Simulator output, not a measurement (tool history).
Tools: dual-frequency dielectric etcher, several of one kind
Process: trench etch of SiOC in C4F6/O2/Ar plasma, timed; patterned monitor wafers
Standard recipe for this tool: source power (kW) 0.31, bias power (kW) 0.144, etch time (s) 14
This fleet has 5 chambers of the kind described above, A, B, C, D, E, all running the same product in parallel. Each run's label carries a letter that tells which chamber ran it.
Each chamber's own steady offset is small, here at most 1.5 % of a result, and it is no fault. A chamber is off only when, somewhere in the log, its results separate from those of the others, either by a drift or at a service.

run    day  source power (kW)  bias power (kW)  etch time (s)  read-back reference wafer on the same gauge, depth_nm  mean etch depth across the wafer (angstrom)
 1A  0.246               0.31            0.144             14                                                 21.697                                       243.62
 2B  0.554               0.31            0.144             14                                                 21.683                                       244.23
 3C    0.8               0.31            0.144             14                                                 21.699                                          245
 4E  1.142               0.31            0.144             14                                                 21.707                                        247.6
 5D  1.404               0.31            0.144           11.5                                                 21.669                                       199.67
 6C  1.683               0.31            0.144           11.5                                                  21.71                                       200.56
 7E   1.95               0.31            0.144           11.5                                                 21.681                                       202.84
 8B  2.133               0.31            0.144           11.5                                                 21.706                                       201.12
 9D  2.483               0.31            0.144           11.5                                                  21.72                                       199.58
10A  2.725               0.31            0.144             14                                                 21.717                                       242.62
11B   2.95               0.31            0.144             14                                                 21.707                                       245.18
12E  3.229               0.31            0.144             14                                                 21.705                                       246.39
13A  3.538               0.31            0.144             14                                                 21.716                                       243.48
14C  3.892               0.31            0.144             14                                                 21.704                                       243.67
15D  4.146               0.31            0.144             14                                                 21.714                                       241.14
16A  4.392               0.31            0.144             14                                                  21.72                                       246.05
17E  4.662               0.31            0.144             14                                                 21.688                                       248.77
18C  4.908               0.28            0.144             14                                                 21.693                                       235.13
19B  5.158               0.28            0.144             14                                                 21.704                                       236.13
20D  5.496               0.28            0.144             14                                                 21.708                                       232.27
21B  5.812               0.28            0.144             14                                                 21.704                                       235.43
22A  6.029               0.28            0.144             14                                                 21.708                                       234.73
23E  6.292               0.31            0.144             14                                                 21.696                                        250.3
24C    6.6               0.31            0.144             14                                                 21.695                                       243.99
25D  6.758               0.27            0.144           15.5                                                 21.695                                       253.33
26E  6.946               0.27            0.144           15.5                                                 21.723                                       265.88
27A  7.112               0.27            0.144           15.5                                                 21.704                                       257.32
28B  7.271               0.27            0.144           15.5                                                 21.697                                       256.63
29C  7.583               0.27            0.144           15.5                                                 21.703                                       255.79
30D  7.742               0.31            0.144             14                                                 21.703                                        243.5
31C  8.029               0.31            0.144             14                                                 21.696                                        242.5
32B  8.233               0.31            0.144             14                                                 21.686                                       244.15
     8.488  -- chamber D: wet clean of the chamber
33E  8.583               0.31            0.144             14                                                 21.686                                       256.73
34D  8.833               0.31            0.144             14                                                 21.718                                        242.4
35A    9.1               0.28            0.144             12                                                 21.706                                       201.52
36D  9.442               0.28            0.144             12                                                 21.696                                       199.93

Which is it: a chamber that has drifted or been left off by a service, a gauge drift common to all chambers, or only each chamber's usual small offset? If a chamber is off, name it and its likeliest cause.

It is chamber E that slowly wanders off from its peers.
Most likely cause: etch rate over this chamber's usual, % = 4.02.

Below are 4 candidate recipes for chamber E's next run, each the usual settings with a change, their results shown as question marks. Which of them brings E's results back in line with what the other chambers give on the usual settings?
Allowed miss from the other chambers' usual-settings mean, per result, to count as in line: mean etch depth across the wafer (angstrom) 2.9
37E-1  9.696               0.31            0.111             14                                                                                                   ?
37E-2  9.696                0.3            0.142           13.5                                                                                                   ?
37E-3  9.696               0.31            0.168             14                                                                                                   ?
37E-4  9.696               0.32            0.144             15                                                                                                   ?

Usual-settings mean across the other chambers: mean etch depth across the wafer (angstrom) 243.77
  run  mean etch depth across the wafer (angstrom)
37E-1                                       238.16
37E-2                                       243.61
37E-3                                       269.53
37E-4                                       278.88
37E-2 puts the chamber back in line with the other chambers.
